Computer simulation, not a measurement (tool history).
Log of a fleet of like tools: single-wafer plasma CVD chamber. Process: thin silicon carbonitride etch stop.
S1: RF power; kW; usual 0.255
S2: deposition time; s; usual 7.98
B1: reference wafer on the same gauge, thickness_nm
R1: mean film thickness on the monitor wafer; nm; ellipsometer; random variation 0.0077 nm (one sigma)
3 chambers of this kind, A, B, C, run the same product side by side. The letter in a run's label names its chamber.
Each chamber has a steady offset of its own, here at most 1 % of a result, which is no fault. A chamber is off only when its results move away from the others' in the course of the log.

{"run": "1C", "hour": 6.2, "S1": 0.255, "S2": 7.98, "B1": 4.1699, "R1": 4.9306}
{"run": "2A", "hour": 10.7, "S1": 0.255, "S2": 7.98, "B1": 4.1683, "R1": 4.8689}
{"run": "3B", "hour": 16.1, "S1": 0.255, "S2": 7.98, "B1": 4.1685, "R1": 4.9332}
{"run": "4C", "hour": 20.2, "S1": 0.255, "S2": 7.98, "B1": 4.1664, "R1": 4.9316}
{"run": "5A", "hour": 23.7, "S1": 0.285, "S2": 7.98, "B1": 4.1659, "R1": 5.0356}
{"run": "6B", "hour": 28.0, "S1": 0.285, "S2": 7.98, "B1": 4.1658, "R1": 5.0883}
{"run": "7C", "hour": 31.3, "S1": 0.285, "S2": 7.98, "B1": 4.1648, "R1": 5.1059}
{"run": "8A", "hour": 34.7, "S1": 0.255, "S2": 7.98, "B1": 4.1657, "R1": 4.875}
{"run": "9B", "hour": 42.0, "S1": 0.255, "S2": 7.98, "B1": 4.1642, "R1": 4.9246}
{"run": "10C", "hour": 48.5, "S1": 0.255, "S2": 7.98, "B1": 4.1629, "R1": 4.928}
{"run": "11A", "hour": 55.3, "S1": 0.255, "S2": 7.98, "B1": 4.1622, "R1": 4.8521}
{"run": "12B", "hour": 60.0, "S1": 0.255, "S2": 7.98, "B1": 4.1617, "R1": 4.9317}
{"run": "13B", "hour": 65.5, "S1": 0.255, "S2": 7.98, "B1": 4.1632, "R1": 4.9233}
{"run": "14A", "hour": 71.6, "S1": 0.255, "S2": 7.98, "B1": 4.1616, "R1": 4.8492}
{"run": "15C", "hour": 76.6, "S1": 0.255, "S2": 7.98, "B1": 4.1587, "R1": 4.9151}
{"run": "16A", "hour": 84.3, "S1": 0.255, "S2": 7.98, "B1": 4.1588, "R1": 4.8628}
{"run": "17B", "hour": 89.6, "S1": 0.255, "S2": 7.98, "B1": 4.1559, "R1": 4.9243}
{"run": "18C", "hour": 96.2, "S1": 0.255, "S2": 7.98, "B1": 4.156, "R1": 4.9115}
{"run": "19A", "hour": 103.2, "S1": 0.255, "S2": 7.98, "B1": 4.1561, "R1": 4.8654}
{"run": "20B", "hour": 106.6, "S1": 0.255, "S2": 7.98, "B1": 4.1556, "R1": 4.905}
{"run": "21C", "hour": 110.4, "S1": 0.305, "S2": 7.98, "B1": 4.1556, "R1": 5.1974}
{"run": "22B", "hour": 113.8, "S1": 0.305, "S2": 7.98, "B1": 4.1535, "R1": 5.194}
{"run": "23A", "hour": 118.8, "S1": 0.305, "S2": 7.98, "B1": 4.1532, "R1": 5.1315}
{"run": "24C", "hour": 123.9, "S1": 0.255, "S2": 7.98, "B1": 4.155, "R1": 4.9029}
{"run": "25A", "hour": 129.7, "S1": 0.255, "S2": 7.98, "B1": 4.1513, "R1": 4.8385}
{"run": "26B", "hour": 135.4, "S1": 0.255, "S2": 7.98, "B1": 4.1509, "R1": 4.9109}
{"run": "27C", "hour": 139.7, "S1": 0.255, "S2": 7.98, "B1": 4.149, "R1": 4.9039}
{"run": "28C", "hour": 144.6, "S1": 0.255, "S2": 7.98, "B1": 4.1513, "R1": 4.9168}
{"run": "29A", "hour": 148.2, "S1": 0.255, "S2": 7.98, "B1": 4.1489, "R1": 4.8458}
{"run": "30B", "hour": 152.2, "S1": 0.255, "S2": 9.41, "B1": 4.1502, "R1": 5.774}
{"run": "31A", "hour": 155.7, "S1": 0.255, "S2": 9.41, "B1": 4.1474, "R1": 5.7074}
{"run": "32B", "hour": 160.0, "S1": 0.255, "S2": 9.41, "B1": 4.1496, "R1": 5.7916}
{"run": "33C", "hour": 165.2, "S1": 0.255, "S2": 7.98, "B1": 4.1466, "R1": 4.9153}
{"run": "34A", "hour": 172.9, "S1": 0.255, "S2": 7.98, "B1": 4.147, "R1": 4.8493}
{"run": "35B", "hour": 176.7, "S1": 0.255, "S2": 7.98, "B1": 4.1453, "R1": 4.8993}
{"run": "36C", "hour": 180.8, "S1": 0.255, "S2": 7.98, "B1": 4.1449, "R1": 4.8991}
{"run": "37B", "hour": 186.3, "S1": 0.255, "S2": 7.98, "B1": 4.1449, "R1": 4.9061}
{"run": "38C", "hour": 192.5, "S1": 0.255, "S2": 7.98, "B1": 4.1434, "R1": 4.9033}

Is one chamber off against the others, does the gauge drift, or is nothing wrong? If a chamber is off, say which, and what the likeliest cause is.

The gauge drifts, so all chambers seem to drift together. No chamber is off.
Cause: gauge reads low (%) = 0.646.
